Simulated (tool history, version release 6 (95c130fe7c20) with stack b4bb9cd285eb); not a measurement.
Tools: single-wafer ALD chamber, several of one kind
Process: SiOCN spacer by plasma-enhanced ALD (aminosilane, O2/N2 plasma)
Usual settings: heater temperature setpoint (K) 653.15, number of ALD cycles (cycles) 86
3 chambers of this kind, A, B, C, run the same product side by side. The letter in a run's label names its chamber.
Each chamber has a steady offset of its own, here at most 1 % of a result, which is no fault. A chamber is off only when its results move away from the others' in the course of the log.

run    day  heater temperature setpoint (K)  number of ALD cycles (cycles)  hours since the last thermocouple change  read-back reference wafer on the same gauge, thickness_nm  mean film thickness on the monitor wafer (Å)
 1B  0.275                           653.15                             86                                       519                                                     4.8938                                        52.636
 2C  0.521                           653.15                             86                                     459.9                                                     4.8876                                        51.847
 3A  0.646                           653.15                             86                                     953.6                                                     4.8927                                        51.807
 4A  0.896                           653.15                             86                                     959.6                                                     4.8891                                        51.601
 5C  1.096                           653.15                             86                                     473.7                                                     4.8908                                         51.83
 6B  1.262                           653.15                             86                                     542.7                                                     4.8846                                        52.391
 7A  1.496                           658.15                             72                                       974                                                     4.8885                                        43.306
 8B  1.742                           658.15                             72                                     554.2                                                     4.8825                                        43.678
 9C  1.962                           658.15                             72                                     494.5                                                     4.8863                                        43.363
10C  2.179                           653.15                             86                                     499.7                                                     4.8894                                        51.456
11A  2.438                           653.15                             86                                     996.6                                                     4.8902                                        51.727
12B  2.562                           653.15                             86                                     573.9                                                      4.887                                        52.086
13B  2.812                           653.15                             86                                     579.9                                                     4.8906                                        52.094
14C  3.004                           653.15                             86                                     519.5                                                     4.8829                                        51.657
15A  3.162                           653.15                             86                                      1014                                                     4.8934                                        52.013
16C  3.433                           653.15                             86                                     529.8                                                      4.892                                        51.584
17B    3.6                           653.15                             86                                     598.8                                                     4.8869                                        51.907
18A  3.758                           653.15                             86                                    1028.3                                                      4.887                                        51.769
19C  3.888                           643.15                             86                                     540.7                                                     4.8863                                         51.94
20B  4.033                           643.15                             86                                     609.2                                                     4.8918                                        52.351
21A  4.308                           643.15                             86                                    1041.5                                                      4.884                                        51.701
22C  4.512                           653.15                             86                                     555.7                                                     4.8909                                        51.836
23B  4.662                           653.15                             86                                     624.3                                                     4.8854                                        52.012
24A    4.8                           653.15                             86                                    1053.3                                                     4.8915                                        52.004
25A  5.075                           653.15                             86                                    1059.9                                                       4.89                                        52.191
26B  5.229                           653.15                             86                                     637.9                                                     4.8897                                        52.061
27C  5.367                           640.15                             73                                     576.2                                                     4.8942                                        43.889
28B   5.55                           640.15                             73                                     645.6                                                     4.8923                                        44.302
29C  5.762                           640.15                             73                                     585.7                                                     4.8898                                        43.992
30A  5.942                           653.15                             86                                    1080.7                                                      4.889                                        51.228
31A  6.079                           659.15                            101                                      1084                                                     4.8922                                        60.098
32B  6.312                           659.15                            101                                     663.9                                                     4.8875                                        61.199
33C  6.538                           659.15                            101                                     604.3                                                     4.8945                                        61.077
34C    6.8                           653.15                             86                                     610.6                                                     4.8884                                        51.876
35A  6.996                           653.15                             86                                      1106                                                     4.8836                                        51.669
36B  7.217                           653.15                             86                                     685.6                                                     4.8869                                        51.813
37C  7.467                           653.15                             86                                     626.6                                                     4.8928                                          52.1
38B  7.625                           653.15                             86                                     695.4                                                     4.8887                                        52.217
39A  7.758                           653.15                             86                                    1124.3                                                     4.8927                                        51.627
40A  7.938                           653.15                             86                                    1128.6                                                     4.8906                                        51.461
41B  8.175                           653.15                             79                                     708.6                                                     4.8907                                        48.169
42C  8.388                           653.15                             79                                     648.7                                                     4.8908                                        47.338
43B  8.662                           653.15                             79                                     720.3                                                     4.8903                                        47.859

Next, every chamber runs the same settings. What will each give?
44A  8.862                           653.15                             70                                                                                                                                                  ?
44B  8.862                           653.15                             70                                                                                                                                                  ?
44C  8.862                           653.15                             70                                                                                                                                                  ?

run  mean film thickness on the monitor wafer (Å)
44A                                        42.155
44B                                        42.554
44C                                        42.073

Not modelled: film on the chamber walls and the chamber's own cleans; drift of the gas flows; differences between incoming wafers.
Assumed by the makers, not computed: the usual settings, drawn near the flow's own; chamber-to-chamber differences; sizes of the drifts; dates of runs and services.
